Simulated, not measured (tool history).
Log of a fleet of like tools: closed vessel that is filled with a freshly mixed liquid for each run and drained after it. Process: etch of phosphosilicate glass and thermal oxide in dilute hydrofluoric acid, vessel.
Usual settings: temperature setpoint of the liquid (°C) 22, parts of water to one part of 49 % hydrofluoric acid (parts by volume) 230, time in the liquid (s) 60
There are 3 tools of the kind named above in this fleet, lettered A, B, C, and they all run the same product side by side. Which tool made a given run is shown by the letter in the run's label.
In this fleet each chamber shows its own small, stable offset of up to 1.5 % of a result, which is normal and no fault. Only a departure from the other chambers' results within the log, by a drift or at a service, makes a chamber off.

| run | day | temperature setpoint of the liquid (°C) | parts of water to one part of 49 % hydrofluoric acid (parts by volume) | time in the liquid (s) | hours since the thermometer was replaced | hours since the hydrofluoric acid flow meter was replaced | read-back film thickness of the phosphosilicate glass reference wafer, read on the same gauge (nm) | read-back film thickness of the thermal oxide reference wafer, read on the same gauge (nm) | thickness taken off the phosphosilicate glass on a monitor wafer (nm) | thickness taken off the thermal oxide on a monitor wafer (nm) |
|---|---|---|---|---|---|---|---|---|---|---|
| 1C | 0.2 | 22 | 230 | 60 | 1191.5 | 502.7 | 130.01 | 40.028 | 14.416 | 0.99164 |
| 2B | 0.5 | 22 | 230 | 60 | 349.7 | 594.4 | 129.98 | 40.029 | 14.527 | 0.99421 |
| 3A | 0.696 | 22 | 230 | 60 | 974.5 | 625.2 | 130 | 40.051 | 14.552 | 1.0015 |
| 4A | 0.933 | 22 | 230 | 60 | 980.2 | 630.9 | 130 | 40.028 | 14.748 | 0.94512 |
| 5B | 1.242 | 22 | 230 | 60 | 367.5 | 612.2 | 130.02 | 39.975 | 14.359 | 1.0983 |
| 6C | 1.45 | 22 | 230 | 60 | 1221.5 | 532.7 | 130.01 | 40.015 | 14.394 | 1.0659 |
| 7C | 1.646 | 22 | 230 | 60 | 1226.2 | 537.4 | 130 | 39.979 | 14.397 | 1.0259 |
| 8B | 1.85 | 22 | 230 | 60 | 382.1 | 626.8 | 130.01 | 39.943 | 14.568 | 1.0808 |
| 9A | 2.096 | 22 | 230 | 60 | 1008.1 | 658.8 | 130.03 | 39.984 | 14.629 | 1.0187 |
| 10A | 2.292 | 22 | 230 | 60 | 1012.8 | 663.5 | 130.01 | 40.003 | 14.58 | 1.0052 |
| 11B | 2.521 | 22 | 230 | 60 | 398.2 | 642.9 | 130.02 | 40.003 | 14.51 | 1.025 |
| 12C | 2.696 | 22 | 230 | 60 | 1251.4 | 562.6 | 129.97 | 39.955 | 14.542 | 1.0748 |
| 13A | 2.929 | 22 | 230 | 90 | 1028.1 | 678.8 | 129.99 | 40.011 | 21.853 | 1.4701 |
| 14B | 3.146 | 22 | 230 | 90 | 413.2 | 657.9 | 129.95 | 39.984 | 21.76 | 1.4354 |
| 15C | 3.325 | 22 | 230 | 90 | 1266.5 | 577.7 | 130 | 39.986 | 21.653 | 1.5179 |
| 16A | 3.542 | 22 | 230 | 60 | 1042.8 | 693.5 | 130.03 | 39.98 | 14.537 | 1.0499 |
| 17B | 3.854 | 22 | 230 | 60 | 430.2 | 674.9 | 130 | 40.019 | 14.412 | 0.96876 |
| 18C | 4.104 | 22 | 230 | 60 | 1285.2 | 596.4 | 130.01 | 40.024 | 14.615 | 1.0219 |
| 19C | 4.283 | 22 | 230 | 60 | 1289.5 | 600.7 | 130 | 40.018 | 14.418 | 1.0621 |
| 20A | 4.546 | 22 | 230 | 60 | 1066.9 | 717.6 | 129.99 | 40.021 | 14.588 | 1.0129 |
| 21B | 4.821 | 22 | 230 | 60 | 453.4 | 698.1 | 130 | 39.989 | 14.522 | 0.95526 |
| 22A | 4.983 | 22 | 230 | 60 | 1077.4 | 728.1 | 129.98 | 39.965 | 14.779 | 1.0167 |
| 23C | 5.204 | 22 | 230 | 60 | 1311.6 | 622.8 | 130.01 | 40 | 14.342 | 1.0223 |
| 24B | 5.421 | 22 | 230 | 60 | 467.8 | 712.5 | 129.98 | 39.95 | 14.525 | 1.0369 |
| 25A | 5.562 | 17 | 230 | 30 | 1091.3 | 742 | 130.01 | 40.008 | 6.0049 | 0.41955 |
| 26B | 5.783 | 17 | 230 | 30 | 476.5 | 721.2 | 129.99 | 39.993 | 5.988 | 0.44769 |
| 27C | 6.004 | 17 | 230 | 30 | 1330.8 | 642 | 130.03 | 39.993 | 5.9685 | 0.45265 |
| 28B | 6.171 | 22 | 230 | 60 | 485.8 | 730.5 | 129.99 | 39.989 | 14.5 | 0.94318 |
| 29A | 6.375 | 22 | 230 | 60 | 1110.8 | 761.5 | 130.03 | 39.988 | 14.689 | 1.0618 |
| 30C | 6.6 | 22 | 230 | 60 | 1345.1 | 656.3 | 129.97 | 40.019 | 14.421 | 1.0121 |
| 31C | 6.908 | 22 | 230 | 60 | 1352.5 | 663.7 | 129.99 | 39.979 | 14.496 | 1.0621 |
| 32A | 7.204 | 22 | 230 | 60 | 1130.7 | 781.4 | 129.97 | 40.016 | 14.538 | 1.0334 |
| 33B | 7.404 | 22 | 230 | 60 | 515.4 | 760.1 | 130.01 | 39.975 | 14.476 | 1.046 |
| 34A | 7.571 | 22 | 230 | 60 | 1139.5 | 790.2 | 130.04 | 40.01 | 14.576 | 1.0029 |
| 35B | 7.767 | 22 | 230 | 60 | 524.1 | 768.8 | 130.01 | 40.013 | 14.541 | 1.0493 |
| 36C | 7.929 | 22 | 230 | 60 | 1377 | 688.2 | 129.99 | 39.981 | 14.473 | 1.0274 |
| 37C | 8.158 | 22 | 230 | 60 | 1382.5 | 693.7 | 130.04 | 39.991 | 14.449 | 1.0486 |
| 38A | 8.392 | 22 | 230 | 60 | 1159.2 | 809.9 | 130 | 40.011 | 14.543 | 1.0076 |

One chamber off, gauge drift, or nothing amiss beyond the chambers' own small offsets? If it is a chamber, which one, and what is the likeliest cause?

Nothing is wrong: each chamber keeps only its own small, steady offset and the gauge holds still.

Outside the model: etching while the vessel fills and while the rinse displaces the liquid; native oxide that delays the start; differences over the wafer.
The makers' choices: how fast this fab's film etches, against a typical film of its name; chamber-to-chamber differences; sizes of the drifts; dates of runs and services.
